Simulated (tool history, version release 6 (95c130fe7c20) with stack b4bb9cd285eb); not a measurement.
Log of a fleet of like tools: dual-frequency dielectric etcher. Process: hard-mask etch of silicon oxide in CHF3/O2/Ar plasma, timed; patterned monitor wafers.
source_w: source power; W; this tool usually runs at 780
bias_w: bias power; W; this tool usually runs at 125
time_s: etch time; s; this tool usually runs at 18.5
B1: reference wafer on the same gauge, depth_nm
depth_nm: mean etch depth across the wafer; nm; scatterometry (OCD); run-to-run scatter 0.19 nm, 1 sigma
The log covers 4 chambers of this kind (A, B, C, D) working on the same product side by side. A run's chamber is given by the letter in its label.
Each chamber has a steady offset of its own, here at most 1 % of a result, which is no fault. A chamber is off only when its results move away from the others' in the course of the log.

{"run": "1D", "hour": 10.3, "source_w": 780, "bias_w": 125, "time_s": 18.5, "B1": 34.975, "depth_nm": 36.028}
{"run": "2B", "hour": 15.9, "source_w": 780, "bias_w": 125, "time_s": 18.5, "B1": 35.009, "depth_nm": 35.75}
{"run": "3A", "hour": 23.2, "source_w": 780, "bias_w": 125, "time_s": 18.5, "B1": 34.985, "depth_nm": 36.411}
{"run": "4C", "hour": 30.0, "source_w": 780, "bias_w": 125, "time_s": 18.5, "B1": 35.029, "depth_nm": 35.881}
{"run": "5D", "hour": 36.6, "source_w": 780, "bias_w": 125, "time_s": 18.5, "B1": 35.001, "depth_nm": 36.008}
{"run": "6B", "hour": 46.2, "source_w": 780, "bias_w": 125, "time_s": 18.5, "B1": 34.969, "depth_nm": 35.79}
{"run": "7A", "hour": 56.3, "source_w": 780, "bias_w": 125, "time_s": 18.5, "B1": 35.012, "depth_nm": 36.071}
{"run": "8C", "hour": 62.9, "source_w": 780, "bias_w": 125, "time_s": 18.5, "B1": 34.975, "depth_nm": 35.682}
{"run": "9A", "hour": 68.4, "source_w": 780, "bias_w": 125, "time_s": 18.5, "B1": 35.03, "depth_nm": 35.906}
{"run": "10D", "hour": 75.5, "source_w": 780, "bias_w": 125, "time_s": 18.5, "B1": 35.032, "depth_nm": 35.992}
{"run": "11C", "hour": 85.7, "source_w": 780, "bias_w": 125, "time_s": 18.5, "B1": 35.025, "depth_nm": 35.827}
{"run": "12B", "hour": 94.0, "source_w": 780, "bias_w": 125, "time_s": 18.5, "B1": 34.96, "depth_nm": 35.545}
{"run": "13B", "hour": 101.1, "source_w": 780, "bias_w": 125, "time_s": 18.5, "B1": 34.998, "depth_nm": 36.048}
{"run": "14A", "hour": 108.3, "source_w": 610, "bias_w": 125, "time_s": 23, "B1": 35.027, "depth_nm": 40.859}
{"run": "15D", "hour": 116.5, "source_w": 610, "bias_w": 125, "time_s": 23, "B1": 34.993, "depth_nm": 40.299}
{"run": "16C", "hour": 125.7, "source_w": 610, "bias_w": 125, "time_s": 23, "B1": 35.007, "depth_nm": 39.911}
{"run": "17D", "hour": 134.0, "source_w": 610, "bias_w": 125, "time_s": 23, "B1": 34.97, "depth_nm": 40.736}
{"run": "18B", "hour": 140.0, "source_w": 780, "bias_w": 125, "time_s": 18.5, "B1": 35.031, "depth_nm": 35.992}
{"hour": 141.2, "done": "chamber C: wet clean of the chamber"}
{"hour": 143.4, "done": "chamber D: wet clean of the chamber"}
{"run": "19A", "hour": 145.2, "source_w": 780, "bias_w": 125, "time_s": 18.5, "B1": 35.014, "depth_nm": 36.067}
{"run": "20C", "hour": 153.1, "source_w": 860, "bias_w": 110, "time_s": 18.5, "B1": 35.029, "depth_nm": 35.91}
{"run": "21C", "hour": 161.5, "source_w": 860, "bias_w": 110, "time_s": 18.5, "B1": 34.977, "depth_nm": 35.903}
{"run": "22B", "hour": 170.6, "source_w": 860, "bias_w": 110, "time_s": 18.5, "B1": 35.022, "depth_nm": 35.719}
{"run": "23D", "hour": 175.3, "source_w": 860, "bias_w": 110, "time_s": 18.5, "B1": 34.999, "depth_nm": 36.159}
{"run": "24A", "hour": 185.7, "source_w": 660, "bias_w": 125, "time_s": 18.5, "B1": 35.01, "depth_nm": 33.837}
{"run": "25A", "hour": 195.3, "source_w": 660, "bias_w": 125, "time_s": 18.5, "B1": 34.987, "depth_nm": 33.878}
{"run": "26B", "hour": 200.6, "source_w": 660, "bias_w": 125, "time_s": 18.5, "B1": 34.987, "depth_nm": 33.45}
{"run": "27C", "hour": 207.3, "source_w": 660, "bias_w": 125, "time_s": 18.5, "B1": 35.033, "depth_nm": 33.756}
{"run": "28D", "hour": 212.7, "source_w": 780, "bias_w": 125, "time_s": 18.5, "B1": 35.021, "depth_nm": 35.524}
{"hour": 220.5, "done": "chamber B: wet clean of the chamber"}
{"run": "29D", "hour": 223.3, "source_w": 780, "bias_w": 125, "time_s": 18.5, "B1": 35.042, "depth_nm": 36.061}
{"run": "30A", "hour": 232.9, "source_w": 780, "bias_w": 125, "time_s": 18.5, "B1": 34.959, "depth_nm": 36.636}
{"run": "31C", "hour": 241.0, "source_w": 780, "bias_w": 125, "time_s": 16, "B1": 34.996, "depth_nm": 30.682}
{"run": "32B", "hour": 247.9, "source_w": 780, "bias_w": 125, "time_s": 16, "B1": 35.026, "depth_nm": 31.167}
{"run": "33D", "hour": 257.0, "source_w": 780, "bias_w": 125, "time_s": 16, "B1": 34.942, "depth_nm": 31.255}
{"run": "34B", "hour": 263.9, "source_w": 780, "bias_w": 125, "time_s": 16, "B1": 34.978, "depth_nm": 30.859}
{"run": "35C", "hour": 269.8, "source_w": 910, "bias_w": 125, "time_s": 18.5, "B1": 35.014, "depth_nm": 38.342}
{"run": "36A", "hour": 278.4, "source_w": 910, "bias_w": 125, "time_s": 18.5, "B1": 34.983, "depth_nm": 38.635}
{"run": "37C", "hour": 285.6, "source_w": 910, "bias_w": 125, "time_s": 18.5, "B1": 35.014, "depth_nm": 38.113}
{"run": "38B", "hour": 291.6, "source_w": 910, "bias_w": 125, "time_s": 18.5, "B1": 34.999, "depth_nm": 38.32}
{"run": "39D", "hour": 296.6, "source_w": 700, "bias_w": 125, "time_s": 18.5, "B1": 34.995, "depth_nm": 34.538}
{"run": "40A", "hour": 302.7, "source_w": 700, "bias_w": 125, "time_s": 18.5, "B1": 34.996, "depth_nm": 34.989}
{"run": "41B", "hour": 309.8, "source_w": 700, "bias_w": 125, "time_s": 18.5, "B1": 34.983, "depth_nm": 34.282}
{"run": "42A", "hour": 320.0, "source_w": 700, "bias_w": 125, "time_s": 18.5, "B1": 34.966, "depth_nm": 34.415}
{"run": "43D", "hour": 325.8, "source_w": 780, "bias_w": 125, "time_s": 18.5, "B1": 35.048, "depth_nm": 35.761}
{"run": "44C", "hour": 330.9, "source_w": 780, "bias_w": 125, "time_s": 18.5, "B1": 35.005, "depth_nm": 35.934}

What goes on in this fleet: one chamber off, a drifting gauge, or nothing beyond the chambers' own small offsets? Name the chamber and the cause, if any.

Beyond each chamber's small constant offset nothing stands out, and the gauge stays steady.

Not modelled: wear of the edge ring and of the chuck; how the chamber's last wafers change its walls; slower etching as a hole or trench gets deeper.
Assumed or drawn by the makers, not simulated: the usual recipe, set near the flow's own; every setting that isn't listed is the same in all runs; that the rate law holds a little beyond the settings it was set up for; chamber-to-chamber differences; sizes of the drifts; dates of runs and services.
